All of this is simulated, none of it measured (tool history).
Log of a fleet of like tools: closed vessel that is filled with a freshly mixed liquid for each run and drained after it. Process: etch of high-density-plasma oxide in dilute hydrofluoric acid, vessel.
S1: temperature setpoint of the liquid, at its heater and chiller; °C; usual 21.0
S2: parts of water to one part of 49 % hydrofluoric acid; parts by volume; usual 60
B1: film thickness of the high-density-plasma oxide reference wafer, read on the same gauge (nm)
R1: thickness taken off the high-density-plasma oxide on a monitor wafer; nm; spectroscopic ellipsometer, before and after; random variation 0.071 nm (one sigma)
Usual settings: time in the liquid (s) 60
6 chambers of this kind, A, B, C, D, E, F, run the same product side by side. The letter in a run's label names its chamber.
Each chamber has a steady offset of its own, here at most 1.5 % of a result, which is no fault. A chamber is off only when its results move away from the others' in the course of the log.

run 1F hour=9.8 | S1=21.0 S2=60 time_in_the_liquid_(s)=60 | B1=80.002 | R1=7.4795
run 2B hour=17.4 | S1=21.0 S2=60 time_in_the_liquid_(s)=60 | B1=80.026 | R1=7.4535
run 3D hour=25.7 | S1=21.0 S2=60 time_in_the_liquid_(s)=60 | B1=79.991 | R1=7.3060
run 4C hour=34.8 | S1=21.0 S2=60 time_in_the_liquid_(s)=60 | B1=80.011 | R1=7.4052
run 5A hour=42.7 | S1=21.0 S2=60 time_in_the_liquid_(s)=60 | B1=79.982 | R1=7.4493
run 6E hour=49.0 | S1=21.0 S2=60 time_in_the_liquid_(s)=60 | B1=79.982 | R1=7.4585
run 7A hour=55.8 | S1=21.0 S2=60 time_in_the_liquid_(s)=60 | B1=80.024 | R1=7.5292
run 8C hour=63.5 | S1=21.0 S2=60 time_in_the_liquid_(s)=35 | B1=80.010 | R1=4.3896
run 9B hour=74.7 | S1=21.0 S2=60 time_in_the_liquid_(s)=35 | B1=80.018 | R1=4.2223
run 10D hour=81.9 | S1=21.0 S2=60 time_in_the_liquid_(s)=35 | B1=79.998 | R1=4.2941
run 11F hour=92.6 | S1=21.0 S2=60 time_in_the_liquid_(s)=35 | B1=79.992 | R1=4.4013
-- hour=94.1 chamber D: thermometer replaced
run 12E hour=103.1 | S1=21.0 S2=60 time_in_the_liquid_(s)=35 | B1=80.029 | R1=4.3738
run 13C hour=113.3 | S1=21.0 S2=60 time_in_the_liquid_(s)=35 | B1=79.985 | R1=4.3235
run 14A hour=124.5 | S1=21.0 S2=60 time_in_the_liquid_(s)=60 | B1=80.029 | R1=7.4507
run 15D hour=134.7 | S1=21.0 S2=60 time_in_the_liquid_(s)=60 | B1=80.017 | R1=7.3434
run 16B hour=144.3 | S1=21.0 S2=60 time_in_the_liquid_(s)=60 | B1=80.004 | R1=7.1073
run 17F hour=155.1 | S1=25.0 S2=75 time_in_the_liquid_(s)=60 | B1=79.990 | R1=6.9324
run 18E hour=161.7 | S1=25.0 S2=75 time_in_the_liquid_(s)=60 | B1=80.014 | R1=6.9293
run 19E hour=171.0 | S1=25.0 S2=75 time_in_the_liquid_(s)=60 | B1=79.996 | R1=6.8377
run 20F hour=177.7 | S1=25.0 S2=75 time_in_the_liquid_(s)=60 | B1=79.975 | R1=6.8671
run 21D hour=185.7 | S1=25.0 S2=75 time_in_the_liquid_(s)=60 | B1=79.999 | R1=6.8011
run 22B hour=194.4 | S1=25.0 S2=75 time_in_the_liquid_(s)=60 | B1=80.015 | R1=6.3951
run 23C hour=202.2 | S1=25.0 S2=60 time_in_the_liquid_(s)=60 | B1=79.983 | R1=8.7545
run 24A hour=212.1 | S1=25.0 S2=60 time_in_the_liquid_(s)=60 | B1=80.039 | R1=8.8971
run 25A hour=223.8 | S1=25.0 S2=60 time_in_the_liquid_(s)=60 | B1=79.999 | R1=8.6901
run 26F hour=232.8 | S1=25.0 S2=60 time_in_the_liquid_(s)=60 | B1=79.997 | R1=8.9292
run 27D hour=238.4 | S1=25.0 S2=60 time_in_the_liquid_(s)=60 | B1=79.996 | R1=8.8003
run 28B hour=247.0 | S1=25.0 S2=60 time_in_the_liquid_(s)=60 | B1=80.004 | R1=8.3018
run 29C hour=255.0 | S1=21.0 S2=60 time_in_the_liquid_(s)=60 | B1=79.988 | R1=7.3735
run 30E hour=263.5 | S1=21.0 S2=60 time_in_the_liquid_(s)=60 | B1=80.002 | R1=7.4221
run 31A hour=272.0 | S1=21.0 S2=60 time_in_the_liquid_(s)=60 | B1=79.976 | R1=7.5057
run 32E hour=277.8 | S1=21.0 S2=40 time_in_the_liquid_(s)=90 | B1=79.998 | R1=17.5560
run 33B hour=288.8 | S1=21.0 S2=40 time_in_the_liquid_(s)=90 | B1=79.988 | R1=16.1760
run 34C hour=294.9 | S1=21.0 S2=40 time_in_the_liquid_(s)=90 | B1=80.049 | R1=17.3250
run 35F hour=305.2 | S1=21.0 S2=40 time_in_the_liquid_(s)=90 | B1=79.986 | R1=17.5930
run 36D hour=316.5 | S1=21.0 S2=40 time_in_the_liquid_(s)=90 | B1=80.016 | R1=17.5920
run 37C hour=326.1 | S1=21.0 S2=40 time_in_the_liquid_(s)=90 | B1=79.976 | R1=17.2630
run 38F hour=332.7 | S1=21.0 S2=60 time_in_the_liquid_(s)=60 | B1=79.983 | R1=7.5723
run 39D hour=342.0 | S1=21.0 S2=60 time_in_the_liquid_(s)=60 | B1=79.997 | R1=7.3746

Is one chamber off against the others, does the gauge drift, or is nothing wrong? If a chamber is off, say which, and what the likeliest cause is.

Chamber B drifts away from the others.
Cause: hydrofluoric acid flow below the setpoint (%) = 7.99.
The log may not tell that from: liquid colder than its thermometer reads (K).

Here are 4 candidates for chamber B's next run, each the usual settings with a change, their results left as question marks. Which one brings its results back in line with what the others give on the usual settings?
In line means no further than this from the other chambers' mean on the usual settings: R1 0.2500 nm
run 40B-1 hour=350.6 | S1=17.0 S2=60 time_in_the_liquid_(s)=60 | R1=?
run 40B-2 hour=350.6 | S1=21.0 S2=55 time_in_the_liquid_(s)=60 | R1=?
run 40B-3 hour=350.6 | S1=21.0 S2=65 time_in_the_liquid_(s)=60 | R1=?
run 40B-4 hour=350.6 | S1=21.0 S2=60 time_in_the_liquid_(s)=70 | R1=?

The other chambers' mean on the usual settings: R1 7.4755 nm
run=40B-1 R1=5.6995
run=40B-2 R1=7.4184
run=40B-3 R1=6.1814
run=40B-4 R1=7.8720
40B-2 brings the chamber back in line.
